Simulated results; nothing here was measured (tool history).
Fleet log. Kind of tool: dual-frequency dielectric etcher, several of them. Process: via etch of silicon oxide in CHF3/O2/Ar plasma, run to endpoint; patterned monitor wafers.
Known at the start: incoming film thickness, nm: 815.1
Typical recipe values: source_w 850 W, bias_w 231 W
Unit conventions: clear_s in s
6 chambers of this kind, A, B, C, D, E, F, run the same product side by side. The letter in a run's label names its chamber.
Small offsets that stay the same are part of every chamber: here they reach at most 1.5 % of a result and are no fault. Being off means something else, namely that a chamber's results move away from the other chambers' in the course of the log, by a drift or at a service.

| run | hour | source_w | bias_w | hours since the last wet clean | hours since the last source power generator calibration | hours since the last bias power generator calibration | clear_s |
|---|---|---|---|---|---|---|---|
|  | 11.1 | chamber D: wet clean of the chamber |
| 1A | 12.2 | 850 | 231 | 380.9 | 1427.4 | 25.4 | 327.53 |
| 2B | 22.6 | 850 | 231 | 219.4 | 2755.2 | 406.7 | 332.96 |
| 3E | 32.1 | 850 | 231 | 529.7 | 644.1 | 1853.6 | 328.64 |
| 4F | 44 | 850 | 231 | 441.4 | 2919.2 | 614.9 | 332.56 |
|  | 54.7 | chamber E: wet clean of the chamber |
| 5C | 57.4 | 850 | 231 | 489.8 | 516.3 | 2718.4 | 331.5 |
|  | 62.2 | chamber E: bias power generator calibrated |
| 6D | 67.3 | 850 | 231 | 56.2 | 1113.2 | 3921.5 | 331.25 |
| 7B | 77 | 850 | 231 | 273.8 | 2809.6 | 461.1 | 331.48 |
| 8A | 90.9 | 850 | 231 | 459.6 | 1506.1 | 104.1 | 329.06 |
| 9E | 104.3 | 850 | 231 | 49.6 | 716.3 | 42.1 | 330.16 |
| 10D | 114.7 | 850 | 231 | 103.6 | 1160.6 | 3968.9 | 328.45 |
|  | 123.3 | chamber B: wet clean of the chamber |
| 11C | 124 | 850 | 231 | 556.4 | 582.9 | 2785 | 332.62 |
|  | 131.4 | chamber C: wet clean of the chamber |
| 12F | 136.3 | 850 | 231 | 533.7 | 3011.5 | 707.2 | 332.88 |
| 13D | 145.5 | 850 | 231 | 134.4 | 1191.4 | 3999.7 | 330.77 |
|  | 150.8 | chamber F: wet clean of the chamber |
| 14A | 160.6 | 850 | 231 | 529.3 | 1575.8 | 173.8 | 330.05 |
|  | 163.7 | chamber D: bias power generator calibrated |
| 15F | 170 | 850 | 231 | 19.2 | 3045.2 | 740.9 | 331.15 |
|  | 178.7 | chamber A: wet clean of the chamber |
| 16C | 179.1 | 850 | 231 | 47.8 | 638 | 2840.1 | 334.59 |
| 17B | 190 | 850 | 231 | 66.8 | 2922.6 | 574.1 | 330.29 |
| 18E | 199.7 | 850 | 231 | 145 | 811.7 | 137.5 | 330.1 |
| 19C | 209.4 | 850 | 231 | 78.1 | 668.3 | 2870.4 | 333.78 |
| 20A | 220.1 | 850 | 231 | 41.5 | 1635.3 | 233.3 | 328.36 |
| 21B | 230.2 | 850 | 231 | 107 | 2962.8 | 614.3 | 332.69 |
| 22D | 242.1 | 1020 | 209 | 231 | 1288 | 78.4 | 320.45 |
| 23F | 254.3 | 1020 | 209 | 103.5 | 3129.5 | 825.2 | 319.95 |
| 24E | 268.7 | 1020 | 209 | 214 | 880.7 | 206.5 | 314.34 |
| 25A | 281.8 | 1020 | 209 | 103.2 | 1697 | 295 | 313.27 |
| 26C | 295.4 | 1020 | 209 | 164.1 | 754.3 | 2956.4 | 319.92 |
| 27D | 308.8 | 1020 | 209 | 297.7 | 1354.7 | 145.1 | 319.3 |
| 28F | 316.4 | 850 | 231 | 165.6 | 3191.6 | 887.3 | 331.46 |
| 29E | 329 | 850 | 231 | 274.3 | 941 | 266.8 | 327.47 |
| 30B | 341 | 850 | 231 | 217.8 | 3073.6 | 725.1 | 337.28 |
| 31C | 355.9 | 850 | 231 | 224.6 | 814.8 | 3016.9 | 330.79 |
| 32D | 364 | 850 | 231 | 352.9 | 1409.9 | 200.3 | 331.1 |
| 33F | 376.5 | 850 | 187 | 225.7 | 3251.7 | 947.4 | 352.94 |
| 34B | 388 | 850 | 187 | 264.8 | 3120.6 | 772.1 | 355.91 |
| 35E | 399.1 | 850 | 187 | 344.4 | 1011.1 | 336.9 | 355.51 |
| 36A | 409.7 | 850 | 187 | 231.1 | 1824.9 | 422.9 | 348.73 |
| 37D | 417.5 | 850 | 187 | 406.4 | 1463.4 | 253.8 | 360.19 |
| 38B | 426.1 | 850 | 187 | 302.9 | 3158.7 | 810.2 | 362.92 |
| 39F | 440.8 | 980 | 185 | 290 | 3316 | 1011.7 | 339.94 |
| 40C | 449.8 | 980 | 185 | 318.5 | 908.7 | 3110.8 | 337.79 |
| 41E | 457.4 | 980 | 185 | 402.7 | 1069.4 | 395.2 | 338.48 |

All chambers now run identical settings, listed one chamber a line with results as question marks. What results will each chamber show?
| 42A | 468.2 | 940 | 231 |  |  |  | ? |
| 42B | 468.2 | 940 | 231 |  |  |  | ? |
| 42C | 468.2 | 940 | 231 |  |  |  | ? |
| 42D | 468.2 | 940 | 231 |  |  |  | ? |
| 42E | 468.2 | 940 | 231 |  |  |  | ? |
| 42F | 468.2 | 940 | 231 |  |  |  | ? |

| run | clear_s |
|---|---|
| 42A | 312.95 |
| 42B | 316.7 |
| 42C | 320.19 |
| 42D | 319.23 |
| 42E | 317.88 |
| 42F | 322.16 |
